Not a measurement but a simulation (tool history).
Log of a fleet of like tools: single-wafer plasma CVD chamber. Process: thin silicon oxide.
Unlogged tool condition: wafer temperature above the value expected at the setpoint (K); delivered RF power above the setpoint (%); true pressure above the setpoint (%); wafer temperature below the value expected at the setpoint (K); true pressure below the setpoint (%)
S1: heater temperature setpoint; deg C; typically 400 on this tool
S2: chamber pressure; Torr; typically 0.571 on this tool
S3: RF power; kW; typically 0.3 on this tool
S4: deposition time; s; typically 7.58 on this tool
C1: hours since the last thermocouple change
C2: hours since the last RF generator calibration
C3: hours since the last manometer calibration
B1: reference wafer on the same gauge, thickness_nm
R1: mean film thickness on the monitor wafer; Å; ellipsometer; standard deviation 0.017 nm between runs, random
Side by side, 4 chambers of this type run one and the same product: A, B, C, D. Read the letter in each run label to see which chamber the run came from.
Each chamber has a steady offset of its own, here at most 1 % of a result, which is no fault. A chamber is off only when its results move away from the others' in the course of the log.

Run 1B, hour 9.9: usual settings; C1 480.9; C2 754.9; C3 1073.7; B1 11.206. Result: R1 97.684 Å.
Run 2C, hour 22: usual settings; C1 731.6; C2 994.8; C3 1133.4; B1 11.203. Result: R1 97.17 Å.
Run 3D, hour 34.1: usual settings; C1 934.4; C2 439; C3 1108.8; B1 11.207. Result: R1 97.476 Å.
Run 4A, hour 43.6: usual settings; C1 300; C2 293.6; C3 107.4; B1 11.212. Result: R1 97.887 Å.
Run 5A, hour 53.1: usual settings; C1 309.5; C2 303.1; C3 116.9; B1 11.216. Result: R1 98.291 Å.
Run 6C, hour 62.2: usual settings but S2 0.678 Torr, S3 0.345 kW; C1 771.8; C2 1035; C3 1173.6; B1 11.208. Result: R1 123.41 Å.
Run 7B, hour 70.8: usual settings but S2 0.678 Torr, S3 0.345 kW; C1 541.8; C2 815.8; C3 1134.6; B1 11.213. Result: R1 124.39 Å.
Run 8D, hour 76.5: usual settings but S2 0.678 Torr, S3 0.345 kW; C1 976.8; C2 481.4; C3 1151.2; B1 11.211. Result: R1 123.66 Å.
Run 9A, hour 83.3: usual settings but S2 0.678 Torr, S3 0.345 kW; C1 339.7; C2 333.3; C3 147.1; B1 11.218. Result: R1 125.25 Å.
Run 10B, hour 89.6: usual settings; C1 560.6; C2 834.6; C3 1153.4; B1 11.219. Result: R1 97.803 Å.
Run 11D, hour 96.4: usual settings; C1 996.7; C2 501.3; C3 1171.1; B1 11.22. Result: R1 97.385 Å.
Run 12C, hour 107.2: usual settings but S3 0.325 kW; C1 816.8; C2 1080; C3 1218.6; B1 11.22. Result: R1 100.58 Å.
Run 13B, hour 117.5: usual settings but S3 0.325 kW; C1 588.5; C2 862.5; C3 1181.3; B1 11.226. Result: R1 100.82 Å.
Run 14D, hour 127.5: usual settings but S3 0.325 kW; C1 1027.8; C2 532.4; C3 1202.2; B1 11.227. Result: R1 100.31 Å.
At hour 129.2: chamber D: thermocouple changed; heater temperature recalibrated.
Run 15C, hour 136.8: usual settings but S3 0.325 kW; C1 846.4; C2 1109.6; C3 1248.2; B1 11.228. Result: R1 100.63 Å.
Run 16A, hour 143.6: usual settings but S2 0.65 Torr, S4 6.76 s; C1 400; C2 393.6; C3 207.4; B1 11.229. Result: R1 101.29 Å.
Run 17A, hour 151.2: usual settings but S2 0.65 Torr, S4 6.76 s; C1 407.6; C2 401.2; C3 215; B1 11.232. Result: R1 100.96 Å.
Run 18D, hour 159.9: usual settings but S2 0.65 Torr, S4 6.76 s; C1 30.7; C2 564.8; C3 1234.6; B1 11.23. Result: R1 99.937 Å.
Run 19C, hour 166.3: usual settings but S2 0.65 Torr, S4 6.76 s; C1 875.9; C2 1139.1; C3 1277.7; B1 11.234. Result: R1 99.897 Å.
Run 20B, hour 172.8: usual settings; C1 643.8; C2 917.8; C3 1236.6; B1 11.236. Result: R1 97.737 Å.
Run 21B, hour 181.6: usual settings; C1 652.6; C2 926.6; C3 1245.4; B1 11.235. Result: R1 97.968 Å.
Run 22D, hour 187: usual settings; C1 57.8; C2 591.9; C3 1261.7; B1 11.239. Result: R1 97.453 Å.
Run 23C, hour 196.8: usual settings but S3 0.355 kW, S4 8.54 s; C1 906.4; C2 1169.6; C3 1308.2; B1 11.24. Result: R1 117.66 Å.
Run 24A, hour 205.1: usual settings but S3 0.355 kW, S4 8.54 s; C1 461.5; C2 455.1; C3 268.9; B1 11.241. Result: R1 118.85 Å.
Run 25B, hour 215.7: usual settings but S3 0.355 kW, S4 8.54 s; C1 686.7; C2 960.7; C3 1279.5; B1 11.246. Result: R1 117.82 Å.
Run 26C, hour 222.2: usual settings but S3 0.355 kW, S4 8.54 s; C1 931.8; C2 1195; C3 1333.6; B1 11.247. Result: R1 117.45 Å.
Run 27D, hour 231.1: usual settings but S2 0.441 Torr, S4 6.95 s; C1 101.9; C2 636; C3 1305.8; B1 11.244. Result: R1 66.852 Å.
Run 28A, hour 240.5: usual settings but S2 0.441 Torr, S4 6.95 s; C1 496.9; C2 490.5; C3 304.3; B1 11.247. Result: R1 66.824 Å.
At hour 243: chamber C: capacitance manometer re-zeroed and calibrated.
Run 29B, hour 247.1: usual settings but S2 0.441 Torr, S4 6.95 s; C1 718.1; C2 992.1; C3 1310.9; B1 11.254. Result: R1 66.835 Å.
Run 30D, hour 257.3: usual settings but S2 0.441 Torr, S4 6.95 s; C1 128.1; C2 662.2; C3 1332; B1 11.254. Result: R1 67.038 Å.
Run 31C, hour 268.1: usual settings; C1 977.7; C2 1240.9; C3 25.2; B1 11.254. Result: R1 97.877 Å.
Run 32A, hour 277.6: usual settings; C1 534; C2 527.6; C3 341.4; B1 11.257. Result: R1 98.473 Å.
Run 33A, hour 285.8: usual settings; C1 542.2; C2 535.8; C3 349.6; B1 11.26. Result: R1 98.321 Å.
Run 34B, hour 292.7: usual settings but S4 8.37 s; C1 763.7; C2 1037.7; C3 1356.5; B1 11.258. Result: R1 108.54 Å.
Run 35C, hour 303.6: usual settings but S4 8.37 s; C1 1013.2; C2 1276.4; C3 60.7; B1 11.261. Result: R1 107.64 Å.
Run 36D, hour 314: usual settings but S4 8.37 s; C1 184.8; C2 718.9; C3 1388.7; B1 11.262. Result: R1 107.81 Å.
Run 37A, hour 323.5: usual settings but S4 8.37 s; C1 579.9; C2 573.5; C3 387.3; B1 11.268. Result: R1 109.08 Å.
Run 38D, hour 334.8: usual settings; C1 205.6; C2 739.7; C3 1409.5; B1 11.264. Result: R1 97.539 Å.
Run 39C, hour 341.4: usual settings; C1 1051; C2 1314.2; C3 98.5; B1 11.267. Result: R1 97.852 Å.
Run 40B, hour 347.2: usual settings; C1 818.2; C2 1092.2; C3 1411; B1 11.272. Result: R1 98.265 Å.
Run 41B, hour 354.6: usual settings; C1 825.6; C2 1099.6; C3 1418.4; B1 11.274. Result: R1 98.086 Å.
Run 42D, hour 363.6: usual settings; C1 234.4; C2 768.5; C3 1438.3; B1 11.276. Result: R1 97.608 Å.
Run 43A, hour 373.6: usual settings; C1 630; C2 623.6; C3 437.4; B1 11.278. Result: R1 98.706 Å.

All 4 chambers run these settings next. Forecast each chamber's results:
Run 44A, hour 382.3: usual settings. Result: R1 ?.
Run 44B, hour 382.3: usual settings. Result: R1 ?.
Run 44C, hour 382.3: usual settings. Result: R1 ?.
Run 44D, hour 382.3: usual settings. Result: R1 ?.

run      R1
44A  99.031
44B  98.104
44C  97.913
44D  97.894

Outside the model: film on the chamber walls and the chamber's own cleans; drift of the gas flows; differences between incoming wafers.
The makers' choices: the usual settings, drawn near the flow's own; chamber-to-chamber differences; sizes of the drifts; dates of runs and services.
